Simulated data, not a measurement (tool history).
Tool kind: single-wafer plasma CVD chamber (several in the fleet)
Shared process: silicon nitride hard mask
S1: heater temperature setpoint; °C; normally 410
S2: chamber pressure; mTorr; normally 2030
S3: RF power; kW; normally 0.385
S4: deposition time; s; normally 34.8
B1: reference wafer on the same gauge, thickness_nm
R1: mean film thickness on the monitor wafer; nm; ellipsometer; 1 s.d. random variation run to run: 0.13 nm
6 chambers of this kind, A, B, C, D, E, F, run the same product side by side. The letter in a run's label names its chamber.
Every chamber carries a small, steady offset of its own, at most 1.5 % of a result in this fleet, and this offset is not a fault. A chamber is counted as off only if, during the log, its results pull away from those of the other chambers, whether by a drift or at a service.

run   hour   S1    S2     S3    S4      B1      R1
       8.4  -- chamber F: thermocouple changed; heater temperature recalibrated
 1D   14.4  410  2030  0.385  34.8  45.098  50.415
 2C     27  410  2030  0.385  34.8  45.078  49.916
 3A   38.7  410  2030  0.385  34.8  45.107  49.817
      43.7  -- chamber A: thermocouple changed; heater temperature recalibrated
 4E   54.1  410  2030  0.385  34.8  45.069   50.42
 5F   67.8  410  2030  0.385  34.8  45.062  50.506
 6B   78.4  410  2030  0.385  34.8  45.109  50.623
      78.7  -- chamber A: RF generator calibrated
 7C   90.5  410  2030  0.385  34.8  45.106  49.739
 8D  106.7  410  2030  0.385  34.8  45.091  50.256
 9A  117.8  410  2180  0.415  34.8  45.101  53.469
10F    134  410  2180  0.415  34.8  45.116  53.806
11B  143.9  410  2180  0.415  34.8  45.125  53.682
12E  154.8  410  2180  0.415  34.8  45.089  53.835
13A  162.7  410  2180  0.415  34.8  45.087  53.221
14F  170.2  410  2180  0.415  34.8  45.081  53.801
15B    181  410  2030  0.385  34.8  45.096  50.343
16C  193.2  410  2030  0.385  34.8   45.11  49.413
     200.3  -- chamber B: thermocouple changed; heater temperature recalibrated
17E  200.6  410  2030  0.385  34.8    45.1  50.577
18D  211.9  410  2030  0.385  34.8  45.079  50.189
19F  226.3  405  2030  0.385  34.8  45.086  50.659
20A  237.3  405  2030  0.385  34.8  45.075  50.111
21C    246  405  2030  0.385  34.8  45.111  49.766
     249.8  -- chamber D: capacitance manometer re-zeroed and calibrated
22E  256.1  405  2030  0.385  34.8  45.096  50.421
     258.8  -- chamber C: capacitance manometer re-zeroed and calibrated
23B  265.2  405  2030  0.385  34.8  45.106  50.583
24D  272.7  405  2030  0.385  34.8  45.102  50.414
25F  289.2  410  2030  0.385  34.8  45.082   50.71
26B  298.3  410  2030  0.385  34.8  45.121  50.538
       308  -- chamber F: capacitance manometer re-zeroed and calibrated
27A    314  410  2030  0.385  34.8  45.081  49.783
28D  323.3  410  2030  0.385  34.8  45.075  50.061
29E  335.9  410  2030  0.385  34.8  45.061  50.221
     336.7  -- chamber E: thermocouple changed; heater temperature recalibrated
30C  348.5  410  2030  0.385  34.8  45.099  49.627
31D  362.8  410  2030  0.385  34.8  45.092  50.282
32E  374.7  410  2030  0.385  34.8  45.108  50.288
33A  388.3  410  2030  0.385  34.8   45.09  50.203
34F  396.8  410  2030  0.385  34.8  45.124  50.586
35C  412.4  410  2030  0.385  34.8  45.112  49.549
36B  425.6  410  2030  0.385  34.8  45.098  50.414

Decide between three cases: one chamber stands off from its peers, the gauge reading all wafers drifts, or nothing is wrong past each chamber's small offset. Where a chamber is off, say which and what most likely put it there.

All chambers stay in line apart from their small fixed offsets, and the gauge does not drift.
